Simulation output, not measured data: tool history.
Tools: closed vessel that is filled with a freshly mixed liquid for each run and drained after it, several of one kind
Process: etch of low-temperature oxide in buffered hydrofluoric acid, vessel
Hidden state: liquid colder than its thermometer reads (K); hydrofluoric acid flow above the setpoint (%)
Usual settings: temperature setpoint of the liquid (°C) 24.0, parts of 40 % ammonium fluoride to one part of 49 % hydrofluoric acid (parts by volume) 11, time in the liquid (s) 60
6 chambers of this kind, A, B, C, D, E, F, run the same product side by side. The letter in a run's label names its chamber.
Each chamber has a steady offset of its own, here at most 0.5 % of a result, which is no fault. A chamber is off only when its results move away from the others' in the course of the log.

run,hour,temperature setpoint of the liquid (°C),parts of 40 % ammonium fluoride to one part of 49 % hydrofluoric acid (parts by volume),time in the liquid (s),hours since the thermometer was replaced,hours since the hydrofluoric acid flow meter was replaced,"read-back film thickness of the low-temperature oxide reference wafer, read on the same gauge (nm)",thickness taken off the low-temperature oxide on a monitor wafer (nm)
1F,6.0,24.0,11,60,1038.3,1020.7,99.984,112.970
2E,9.8,24.0,11,60,690.8,756.5,100.000,113.580
3C,17.2,24.0,11,60,663.2,937.3,100.020,112.380
4D,24.7,24.0,11,60,1170.9,804.3,99.991,113.500
5A,28.5,24.0,11,60,544.9,456.1,99.994,113.140
6B,34.8,24.0,11,60,212.8,914.9,99.989,113.270
7A,40.8,24.0,11,50,557.2,468.4,100.010,94.041
8D,47.9,24.0,11,50,1194.1,827.5,99.988,93.818
# hour 50.2: chamber B: hydrofluoric acid flow meter replaced
9B,52.9,24.0,11,50,230.9,2.8,99.975,93.805
10E,59.0,24.0,11,50,740.0,805.7,99.974,93.568
11C,65.4,24.0,11,50,711.4,985.5,100.010,93.816
12F,72.4,24.0,11,50,1104.7,1087.1,100.010,93.775
13F,80.1,24.0,11,60,1112.4,1094.8,99.999,112.780
14E,84.1,24.0,11,60,765.1,830.8,100.000,112.740
15A,87.4,24.0,11,60,603.8,515.0,100.010,109.240
16B,92.4,24.0,11,60,270.4,42.3,99.997,111.930
17D,98.7,29.0,11,60,1244.9,878.3,99.984,146.430
18C,102.4,29.0,11,60,748.4,1022.5,100.020,148.080
19B,106.5,29.0,11,60,284.5,56.4,100.030,146.370
20E,113.3,29.0,11,60,794.3,860.0,100.000,146.760
21D,118.4,29.0,11,60,1264.6,898.0,100.000,147.310
22A,125.5,29.0,11,60,641.9,553.1,100.010,140.980
23F,130.3,24.0,11,60,1162.6,1145.0,99.980,112.880
24C,134.8,24.0,11,60,780.8,1054.9,99.996,113.220
25A,138.3,24.0,11,60,654.7,565.9,99.990,108.660
26D,144.5,24.0,11,60,1290.7,924.1,99.988,112.670
27E,148.7,24.0,11,60,829.7,895.4,99.991,112.980
28B,155.7,24.0,8,85,333.7,105.6,99.988,214.990
29C,161.1,24.0,8,85,807.1,1081.2,100.010,215.070
30F,165.9,24.0,8,85,1198.2,1180.6,100.030,212.100
31D,173.6,24.0,8,85,1319.8,953.2,99.982,214.130
32F,181.1,24.0,8,85,1213.4,1195.8,100.000,211.700
33B,185.0,24.0,8,85,363.0,134.9,100.000,212.090
34A,190.4,24.0,11,60,706.8,618.0,99.980,106.510
35E,196.1,27.0,13,60,877.1,942.8,100.020,112.800
36C,200.4,27.0,13,60,846.4,1120.5,100.020,112.800
37A,207.4,27.0,13,60,723.8,635.0,99.982,104.550
38F,211.2,27.0,13,60,1243.5,1225.9,100.030,113.560
39E,217.9,27.0,13,60,898.9,964.6,99.982,113.960

Is one chamber off against the others, does the gauge drift, or is nothing wrong? If a chamber is off, say which, and what the likeliest cause is.

Chamber A drifts away from the others.
Cause: liquid colder than its thermometer reads (K) = 1.51.
The log may not tell that from: hydrofluoric acid flow below the setpoint (%).

Here are 4 candidates for chamber A's next run, each the usual settings with a change, their results left as question marks. Which one brings its results back in line with what the others give on the usual settings?
In line means no further than this from the other chambers' mean on the usual settings: thickness taken off the low-temperature oxide on a monitor wafer (nm) 2.300
40A-1,223.4,24.0,10.5,65,,,,?
40A-2,223.4,22.5,11.0,60,,,,?
40A-3,223.4,21.5,11.0,60,,,,?
40A-4,223.4,25.5,11.0,60,,,,?

The other chambers' mean on the usual settings: thickness taken off the low-temperature oxide on a monitor wafer (nm) 112.860
run,thickness taken off the low-temperature oxide on a monitor wafer (nm)
40A-1,119.040
40A-2,96.732
40A-3,91.533
40A-4,113.800
40A-4 brings the chamber back in line.

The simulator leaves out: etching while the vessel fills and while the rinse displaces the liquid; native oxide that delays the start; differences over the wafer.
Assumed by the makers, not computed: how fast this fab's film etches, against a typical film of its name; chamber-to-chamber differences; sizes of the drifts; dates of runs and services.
